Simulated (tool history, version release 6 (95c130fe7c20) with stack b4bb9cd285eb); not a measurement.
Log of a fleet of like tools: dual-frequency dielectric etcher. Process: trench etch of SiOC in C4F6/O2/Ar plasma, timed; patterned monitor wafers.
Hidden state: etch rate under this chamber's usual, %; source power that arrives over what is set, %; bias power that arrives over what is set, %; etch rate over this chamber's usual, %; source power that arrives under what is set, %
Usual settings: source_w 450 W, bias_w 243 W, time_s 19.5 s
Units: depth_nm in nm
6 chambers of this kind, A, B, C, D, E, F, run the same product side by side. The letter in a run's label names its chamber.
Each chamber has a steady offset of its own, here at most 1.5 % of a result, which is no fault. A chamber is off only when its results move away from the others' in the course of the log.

run	hour	source_w	bias_w	time_s	hours since the last wet clean	hours since the last source power generator calibration	hours since the last bias power generator calibration	read-back reference wafer on the same gauge, depth_nm	depth_nm
1D	6.9	450	243	19.5	220.7	166.4	499.1	52.363	46.626
2E	11.7	450	243	19.5	330.0	1301.3	1052.7	52.366	46.775
3A	15.1	450	243	19.5	241.4	2904.1	2078.2	52.405	46.324
4C	18.7	450	243	19.5	398.0	1038.6	2617.6	52.380	46.264
5B	23.5	380	243	22.0	180.7	78.7	3545.7	52.422	49.601
6F	31.0	380	243	22.0	38.8	708.8	103.7	52.439	49.109
7E	38.2	380	243	22.0	356.5	1327.8	1079.2	52.348	49.602
8C	45.6	380	243	22.0	424.9	1065.5	2644.5	52.415	48.739
9F	49.1	380	243	22.0	56.9	726.9	121.8	52.427	49.462
10A	55.3	380	243	22.0	281.6	2944.3	2118.4	52.406	48.820
11B	59.9	450	243	19.5	217.1	115.1	3582.1	52.424	46.509
12D	65.2	450	243	19.5	279.0	224.7	557.4	52.399	46.310
13B	69.7	450	243	19.5	226.9	124.9	3591.9	52.367	46.592
14A	73.9	450	243	19.5	300.2	2962.9	2137.0	52.424	46.202
15E	78.5	450	243	19.5	396.8	1368.1	1119.5	52.434	47.113
16C	83.5	360	243	14.0	462.8	1103.4	2682.4	52.415	30.572
17D	87.0	360	243	14.0	300.8	246.5	579.2	52.407	30.641
18F	91.2	360	243	14.0	99.0	769.0	163.9	52.394	30.919
19D	95.3	360	243	14.0	309.1	254.8	587.5	52.460	30.808
20E	101.3	360	243	14.0	419.6	1390.9	1142.3	52.389	31.256
21B	105.7	360	243	14.0	262.9	160.9	3627.9	52.481	30.828
22C	110.7	450	243	19.5	490.0	1130.6	2709.6	52.403	46.415
23F	118.0	450	243	19.5	125.8	795.8	190.7	52.376	46.399
# hour 119.4: chamber A: wet clean of the chamber
24A	123.7	450	243	19.5	4.3	3012.7	2186.8	52.386	43.734
25F	128.5	450	243	19.5	136.3	806.3	201.2	52.349	46.686
26D	132.3	450	243	19.5	346.1	291.8	624.5	52.416	46.583
27B	137.3	450	243	19.5	294.5	192.5	3659.5	52.398	47.106
28A	143.2	450	243	19.5	23.8	3032.2	2206.3	52.404	43.860
29E	147.0	450	191	23.0	465.3	1436.6	1188.0	52.360	51.669
30C	152.3	450	191	23.0	531.6	1172.2	2751.2	52.370	50.386
31D	159.9	450	191	23.0	373.7	319.4	652.1	52.387	50.794
32A	165.8	450	191	23.0	46.4	3054.8	2228.9	52.378	48.092
33B	170.3	450	191	23.0	327.5	225.5	3692.5	52.389	50.710
34E	175.0	450	191	23.0	493.3	1464.6	1216.0	52.385	51.493
35F	179.3	450	243	19.5	187.1	857.1	252.0	52.397	46.706
36C	186.3	450	243	19.5	565.6	1206.2	2785.2	52.371	46.272

Next, every chamber runs the same settings. What will each give?
37A	191.8	450	243	19.5					?
37B	191.8	450	243	19.5					?
37C	191.8	450	243	19.5					?
37D	191.8	450	243	19.5					?
37E	191.8	450	243	19.5					?
37F	191.8	450	243	19.5					?

run	depth_nm
37A	44.114
37B	46.646
37C	46.311
37D	46.696
37E	47.165
37F	46.277
